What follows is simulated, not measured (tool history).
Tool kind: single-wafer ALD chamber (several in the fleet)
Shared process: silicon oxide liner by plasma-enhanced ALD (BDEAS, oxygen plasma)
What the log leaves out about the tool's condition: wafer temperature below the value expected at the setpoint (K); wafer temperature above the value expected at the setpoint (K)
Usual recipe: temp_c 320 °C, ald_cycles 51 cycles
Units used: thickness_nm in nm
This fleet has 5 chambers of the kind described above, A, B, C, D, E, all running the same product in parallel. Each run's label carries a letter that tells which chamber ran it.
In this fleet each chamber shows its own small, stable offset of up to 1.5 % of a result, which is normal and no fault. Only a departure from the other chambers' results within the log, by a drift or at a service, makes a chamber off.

run	day	temp_c	ald_cycles	hours since the last thermocouple change	read-back reference wafer on the same gauge, thickness_nm	thickness_nm
1B	0.300	320	51	749.8	4.4106	4.5820
2E	0.629	320	51	1792.5	4.4129	4.6251
3A	0.867	320	51	74.7	4.4122	4.6679
4D	1.146	320	51	330.6	4.4149	4.5651
5C	1.400	312	51	850.5	4.4135	4.6341
6C	1.733	312	51	858.5	4.4159	4.6380
7A	1.950	312	51	100.7	4.4170	4.7133
8E	2.250	312	51	1831.4	4.4163	4.6632
9B	2.412	312	51	800.5	4.4178	4.6445
10D	2.662	320	51	367.0	4.4168	4.5646
11B	2.879	320	51	811.7	4.4202	4.6068
12C	3.038	320	51	889.8	4.4184	4.5964
13E	3.312	320	51	1856.9	4.4186	4.6238
14D	3.554	320	51	388.4	4.4198	4.5655
15A	3.842	320	51	146.1	4.4221	4.6561
16A	3.996	320	51	149.8	4.4208	4.6513
17E	4.171	320	51	1877.5	4.4209	4.6207
18D	4.350	320	51	407.5	4.4227	4.5665
19C	4.617	320	51	927.7	4.4240	4.6089
20B	4.958	320	51	861.6	4.4244	4.6158
21B	5.246	320	44	868.5	4.4255	3.9701
22D	5.471	320	44	434.4	4.4228	3.9357
23C	5.721	320	44	954.2	4.4275	3.9754
24E	6.071	320	44	1923.1	4.4276	3.9965
25A	6.371	320	44	206.8	4.4273	4.0248
26D	6.525	327	46	459.7	4.4280	4.0781
27B	6.717	327	46	903.8	4.4288	4.1334
28E	6.950	327	46	1944.2	4.4312	4.1301
29A	7.283	327	46	228.7	4.4326	4.1711
30C	7.554	327	46	998.2	4.4328	4.1092
31B	7.846	320	51	930.9	4.4320	4.6131
32C	8.162	320	51	1012.8	4.4334	4.6207
33A	8.412	320	51	255.8	4.4351	4.6787
34E	8.725	320	51	1986.8	4.4351	4.6473
35D	9.038	320	51	520.0	4.4366	4.5749
36C	9.204	325	51	1037.8	4.4359	4.5826
37A	9.358	325	51	278.5	4.4365	4.6556

Predict what each chamber gives when all 5 of them run the settings below next.
38A	9.608	314	51			?
38B	9.608	314	51			?
38C	9.608	314	51			?
38D	9.608	314	51			?
38E	9.608	314	51			?

run	thickness_nm
38A	4.7208
38B	4.6707
38C	4.6615
38D	4.6047
38E	4.6807
